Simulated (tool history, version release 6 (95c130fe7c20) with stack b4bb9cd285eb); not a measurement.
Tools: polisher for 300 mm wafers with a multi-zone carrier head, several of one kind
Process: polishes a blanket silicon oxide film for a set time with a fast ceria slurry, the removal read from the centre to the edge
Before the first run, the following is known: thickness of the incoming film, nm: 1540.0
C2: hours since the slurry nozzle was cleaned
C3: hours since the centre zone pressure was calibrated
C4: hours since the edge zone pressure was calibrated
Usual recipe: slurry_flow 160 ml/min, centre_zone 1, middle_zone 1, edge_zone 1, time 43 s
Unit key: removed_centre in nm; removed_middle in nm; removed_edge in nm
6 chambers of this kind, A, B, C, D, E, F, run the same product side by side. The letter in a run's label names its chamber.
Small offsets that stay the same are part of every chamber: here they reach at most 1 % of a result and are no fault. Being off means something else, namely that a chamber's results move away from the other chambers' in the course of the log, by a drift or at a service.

{"run": "1D", "hour": 6.8, "slurry_flow": 160, "centre_zone": 1, "middle_zone": 1, "edge_zone": 1, "time": 43, "wafers polished on this pad": 292, "C2": 199.1, "C3": 95.4, "C4": 26.3, "removed_centre": 475.9, "removed_middle": 469.99, "removed_edge": 479.49}
{"hour": 7.5, "done": "chamber F: centre zone pressure recalibrated"}
{"hour": 7.8, "done": "chamber C: worn pad replaced by a new one"}
{"hour": 8.2, "done": "chamber C: edge zone pressure recalibrated"}
{"run": "2C", "hour": 13.6, "slurry_flow": 160, "centre_zone": 1, "middle_zone": 1, "edge_zone": 1, "time": 43, "wafers polished on this pad": 66, "C2": 108.7, "C3": 551, "C4": 5.4, "removed_centre": 472.2, "removed_middle": 459.18, "removed_edge": 458.12}
{"run": "3A", "hour": 18.5, "slurry_flow": 160, "centre_zone": 1, "middle_zone": 1, "edge_zone": 1, "time": 43, "wafers polished on this pad": 973, "C2": 64, "C3": 569.7, "C4": 80.2, "removed_centre": 482.45, "removed_middle": 474.33, "removed_edge": 470.09}
{"hour": 20.1, "done": "chamber B: worn pad replaced by a new one"}
{"run": "4B", "hour": 23.3, "slurry_flow": 160, "centre_zone": 1, "middle_zone": 1, "edge_zone": 1, "time": 43, "wafers polished on this pad": 36, "C2": 210.6, "C3": 334.5, "C4": 549.6, "removed_centre": 463.21, "removed_middle": 470.04, "removed_edge": 466.54}
{"run": "5F", "hour": 26.5, "slurry_flow": 160, "centre_zone": 1, "middle_zone": 0.9, "edge_zone": 1, "time": 43, "wafers polished on this pad": 1098, "C2": 80, "C3": 19.1, "C4": 315, "removed_centre": 465.36, "removed_middle": 427.04, "removed_edge": 459.33}
{"hour": 28.2, "done": "chamber A: worn pad replaced by a new one"}
{"run": "6E", "hour": 31.7, "slurry_flow": 160, "centre_zone": 1, "middle_zone": 0.9, "edge_zone": 1, "time": 43, "wafers polished on this pad": 609, "C2": 307.4, "C3": 620.5, "C4": 71.4, "removed_centre": 472.85, "removed_middle": 432.62, "removed_edge": 479.65}
{"hour": 36.8, "done": "chamber B: centre zone pressure recalibrated"}
{"hour": 37.1, "done": "chamber F: worn pad replaced by a new one"}
{"run": "7A", "hour": 38.1, "slurry_flow": 160, "centre_zone": 1, "middle_zone": 0.9, "edge_zone": 1, "time": 43, "wafers polished on this pad": 114, "C2": 83.6, "C3": 589.3, "C4": 99.8, "removed_centre": 466.25, "removed_middle": 436.95, "removed_edge": 484.59}
{"run": "8E", "hour": 43.3, "slurry_flow": 160, "centre_zone": 1, "middle_zone": 0.9, "edge_zone": 1, "time": 43, "wafers polished on this pad": 742, "C2": 319, "C3": 632.1, "C4": 83, "removed_centre": 474.01, "removed_middle": 424.14, "removed_edge": 485.22}
{"hour": 47.4, "done": "chamber E: worn pad replaced by a new one"}
{"run": "9B", "hour": 49.4, "slurry_flow": 160, "centre_zone": 1, "middle_zone": 0.9, "edge_zone": 1, "time": 43, "wafers polished on this pad": 336, "C2": 236.7, "C3": 12.6, "C4": 575.7, "removed_centre": 470.96, "removed_middle": 422.43, "removed_edge": 464.56}
{"hour": 51.4, "done": "chamber D: slurry nozzle cleaned"}
{"run": "10C", "hour": 53.9, "slurry_flow": 160, "centre_zone": 1, "middle_zone": 0.9, "edge_zone": 1, "time": 43, "wafers polished on this pad": 529, "C2": 149, "C3": 591.3, "C4": 45.7, "removed_centre": 462.96, "removed_middle": 420.35, "removed_edge": 472.49}
{"run": "11F", "hour": 57.2, "slurry_flow": 160, "centre_zone": 1, "middle_zone": 1, "edge_zone": 1, "time": 43, "wafers polished on this pad": 231, "C2": 110.7, "C3": 49.8, "C4": 345.7, "removed_centre": 476.95, "removed_middle": 466.59, "removed_edge": 465.24}
{"run": "12D", "hour": 60.8, "slurry_flow": 160, "centre_zone": 1, "middle_zone": 1, "edge_zone": 1, "time": 43, "wafers polished on this pad": 912, "C2": 9.4, "C3": 149.4, "C4": 80.3, "removed_centre": 462.23, "removed_middle": 470.66, "removed_edge": 479.97}
{"hour": 63.7, "done": "chamber D: worn pad replaced by a new one"}
{"run": "13F", "hour": 65.1, "slurry_flow": 180, "centre_zone": 1, "middle_zone": 1, "edge_zone": 1, "time": 43, "wafers polished on this pad": 322, "C2": 118.6, "C3": 57.7, "C4": 353.6, "removed_centre": 472.73, "removed_middle": 469.72, "removed_edge": 477.67}
{"run": "14E", "hour": 68.4, "slurry_flow": 180, "centre_zone": 1, "middle_zone": 1, "edge_zone": 1, "time": 43, "wafers polished on this pad": 242, "C2": 344.1, "C3": 657.2, "C4": 108.1, "removed_centre": 491.02, "removed_middle": 486.75, "removed_edge": 476.31}
{"run": "15A", "hour": 72.6, "slurry_flow": 180, "centre_zone": 1, "middle_zone": 1, "edge_zone": 1, "time": 43, "wafers polished on this pad": 510, "C2": 118.1, "C3": 623.8, "C4": 134.3, "removed_centre": 482.48, "removed_middle": 479.88, "removed_edge": 478.37}
{"hour": 73.8, "done": "chamber B: worn pad replaced by a new one"}
{"run": "16D", "hour": 75.9, "slurry_flow": 180, "centre_zone": 1, "middle_zone": 1, "edge_zone": 1, "time": 43, "wafers polished on this pad": 141, "C2": 24.5, "C3": 164.5, "C4": 95.4, "removed_centre": 472.55, "removed_middle": 487.15, "removed_edge": 479.72}
{"run": "17C", "hour": 81.8, "slurry_flow": 180, "centre_zone": 1, "middle_zone": 1, "edge_zone": 1, "time": 43, "wafers polished on this pad": 850, "C2": 176.9, "C3": 619.2, "C4": 73.6, "removed_centre": 482.01, "removed_middle": 476.44, "removed_edge": 476.19}
{"run": "18B", "hour": 87.3, "slurry_flow": 180, "centre_zone": 1, "middle_zone": 1, "edge_zone": 1, "time": 43, "wafers polished on this pad": 156, "C2": 274.6, "C3": 50.5, "C4": 613.6, "removed_centre": 483.08, "removed_middle": 477.52, "removed_edge": 467.71}
{"hour": 89.2, "done": "chamber B: slurry nozzle cleaned"}
{"run": "19C", "hour": 90.9, "slurry_flow": 160, "centre_zone": 1, "middle_zone": 1, "edge_zone": 1, "time": 43, "wafers polished on this pad": 954, "C2": 186, "C3": 628.3, "C4": 82.7, "removed_centre": 467.89, "removed_middle": 466.6, "removed_edge": 468.96}
{"run": "20A", "hour": 96.8, "slurry_flow": 160, "centre_zone": 1, "middle_zone": 1, "edge_zone": 1, "time": 43, "wafers polished on this pad": 788, "C2": 142.3, "C3": 648, "C4": 158.5, "removed_centre": 461.1, "removed_middle": 469.13, "removed_edge": 464.64}
{"run": "21D", "hour": 103.3, "slurry_flow": 160, "centre_zone": 1, "middle_zone": 1, "edge_zone": 1, "time": 43, "wafers polished on this pad": 455, "C2": 51.9, "C3": 191.9, "C4": 122.8, "removed_centre": 480.41, "removed_middle": 472.83, "removed_edge": 481.36}
{"run": "22F", "hour": 108.0, "slurry_flow": 160, "centre_zone": 1, "middle_zone": 1, "edge_zone": 1, "time": 43, "wafers polished on this pad": 814, "C2": 161.5, "C3": 100.6, "C4": 396.5, "removed_centre": 464.7, "removed_middle": 465.79, "removed_edge": 464.68}
{"hour": 109.7, "done": "chamber E: worn pad replaced by a new one"}
{"run": "23B", "hour": 112.6, "slurry_flow": 160, "centre_zone": 1, "middle_zone": 1, "edge_zone": 1, "time": 43, "wafers polished on this pad": 446, "C2": 23.4, "C3": 75.8, "C4": 638.9, "removed_centre": 474.1, "removed_middle": 470.85, "removed_edge": 468.29}
{"run": "24E", "hour": 118.4, "slurry_flow": 160, "centre_zone": 1, "middle_zone": 1, "edge_zone": 1, "time": 43, "wafers polished on this pad": 100, "C2": 394.1, "C3": 707.2, "C4": 158.1, "removed_centre": 470.35, "removed_middle": 479.06, "removed_edge": 478.62}
{"hour": 119.3, "done": "chamber A: worn pad replaced by a new one"}
{"hour": 120.4, "done": "chamber B: worn pad replaced by a new one"}
{"run": "25E", "hour": 123.6, "slurry_flow": 160, "centre_zone": 1, "middle_zone": 1, "edge_zone": 1, "time": 43, "wafers polished on this pad": 159, "C2": 399.3, "C3": 712.4, "C4": 163.3, "removed_centre": 473.62, "removed_middle": 465.94, "removed_edge": 467.36}
{"hour": 124.4, "done": "chamber C: worn pad replaced by a new one"}
{"hour": 128.1, "done": "chamber F: worn pad replaced by a new one"}
{"run": "26D", "hour": 128.6, "slurry_flow": 160, "centre_zone": 1, "middle_zone": 1, "edge_zone": 1, "time": 43, "wafers polished on this pad": 746, "C2": 77.2, "C3": 217.2, "C4": 148.1, "removed_centre": 456.08, "removed_middle": 461.79, "removed_edge": 478.88}
{"run": "27B", "hour": 134.7, "slurry_flow": 160, "centre_zone": 1, "middle_zone": 1, "edge_zone": 1, "time": 43, "wafers polished on this pad": 164, "C2": 45.5, "C3": 97.9, "C4": 661, "removed_centre": 469.21, "removed_middle": 473.7, "removed_edge": 460.15}
{"run": "28C", "hour": 138.0, "slurry_flow": 160, "centre_zone": 1, "middle_zone": 1, "edge_zone": 1, "time": 43, "wafers polished on this pad": 156, "C2": 233.1, "C3": 675.4, "C4": 129.8, "removed_centre": 461.42, "removed_middle": 461, "removed_edge": 470.59}
{"hour": 139.1, "done": "chamber B: edge zone pressure recalibrated"}
{"run": "29F", "hour": 142.5, "slurry_flow": 160, "centre_zone": 1, "middle_zone": 1, "edge_zone": 1, "time": 43, "wafers polished on this pad": 165, "C2": 196, "C3": 135.1, "C4": 431, "removed_centre": 464.94, "removed_middle": 461.87, "removed_edge": 473.04}
{"run": "30A", "hour": 149.1, "slurry_flow": 160, "centre_zone": 1, "middle_zone": 1, "edge_zone": 1, "time": 43, "wafers polished on this pad": 343, "C2": 194.6, "C3": 700.3, "C4": 210.8, "removed_centre": 472.47, "removed_middle": 474.55, "removed_edge": 458.21}
{"hour": 153.2, "done": "chamber D: worn pad replaced by a new one"}
{"run": "31D", "hour": 153.9, "slurry_flow": 160, "centre_zone": 1, "middle_zone": 1, "edge_zone": 1, "time": 43, "wafers polished on this pad": 8, "C2": 102.5, "C3": 242.5, "C4": 173.4, "removed_centre": 475.75, "removed_middle": 483.53, "removed_edge": 471.35}
{"hour": 156.6, "done": "chamber C: centre zone pressure recalibrated"}
{"run": "32C", "hour": 160.7, "slurry_flow": 160, "centre_zone": 1, "middle_zone": 1, "edge_zone": 1, "time": 43, "wafers polished on this pad": 417, "C2": 255.8, "C3": 4.1, "C4": 152.5, "removed_centre": 477.89, "removed_middle": 468.91, "removed_edge": 462.75}
{"run": "33E", "hour": 164.0, "slurry_flow": 160, "centre_zone": 1, "middle_zone": 1, "edge_zone": 1, "time": 43, "wafers polished on this pad": 623, "C2": 439.7, "C3": 752.8, "C4": 203.7, "removed_centre": 476.35, "removed_middle": 469.36, "removed_edge": 477.5}
{"run": "34F", "hour": 169.9, "slurry_flow": 160, "centre_zone": 1, "middle_zone": 1, "edge_zone": 1, "time": 43, "wafers polished on this pad": 480, "C2": 223.4, "C3": 162.5, "C4": 458.4, "removed_centre": 477.03, "removed_middle": 465.41, "removed_edge": 465.34}
{"hour": 174.8, "done": "chamber B: worn pad replaced by a new one"}
{"run": "35B", "hour": 175.6, "slurry_flow": 160, "centre_zone": 1, "middle_zone": 1, "edge_zone": 1, "time": 43, "wafers polished on this pad": 9, "C2": 86.4, "C3": 138.8, "C4": 36.5, "removed_centre": 466.34, "removed_middle": 472.05, "removed_edge": 460.9}
{"run": "36A", "hour": 178.6, "slurry_flow": 160, "centre_zone": 0.9, "middle_zone": 1, "edge_zone": 1.12, "time": 43, "wafers polished on this pad": 681, "C2": 224.1, "C3": 729.8, "C4": 240.3, "removed_centre": 412.39, "removed_middle": 467.42, "removed_edge": 499.51}
{"run": "37A", "hour": 184.3, "slurry_flow": 160, "centre_zone": 0.9, "middle_zone": 1, "edge_zone": 1.12, "time": 43, "wafers polished on this pad": 747, "C2": 229.8, "C3": 735.5, "C4": 246, "removed_centre": 424.17, "removed_middle": 480.88, "removed_edge": 482.34}
{"run": "38B", "hour": 190.9, "slurry_flow": 160, "centre_zone": 0.9, "middle_zone": 1, "edge_zone": 1.12, "time": 43, "wafers polished on this pad": 185, "C2": 101.7, "C3": 154.1, "C4": 51.8, "removed_centre": 409.47, "removed_middle": 462.06, "removed_edge": 499.51}
{"run": "39F", "hour": 195.8, "slurry_flow": 160, "centre_zone": 0.9, "middle_zone": 1, "edge_zone": 1.12, "time": 43, "wafers polished on this pad": 778, "C2": 249.3, "C3": 188.4, "C4": 484.3, "removed_centre": 416.02, "removed_middle": 467.68, "removed_edge": 505.01}
{"run": "40D", "hour": 201.4, "slurry_flow": 160, "centre_zone": 0.9, "middle_zone": 1, "edge_zone": 1.12, "time": 43, "wafers polished on this pad": 553, "C2": 150, "C3": 290, "C4": 220.9, "removed_centre": 420.21, "removed_middle": 469.19, "removed_edge": 494.02}

Has any chamber moved away from the others, gradually or after a service, or does the common gauge drift, or do the chambers differ only by their own small steady offsets? State the chamber and the most likely cause if one applies.

Nothing is wrong: each chamber keeps only its own small, steady offset and the gauge holds still.
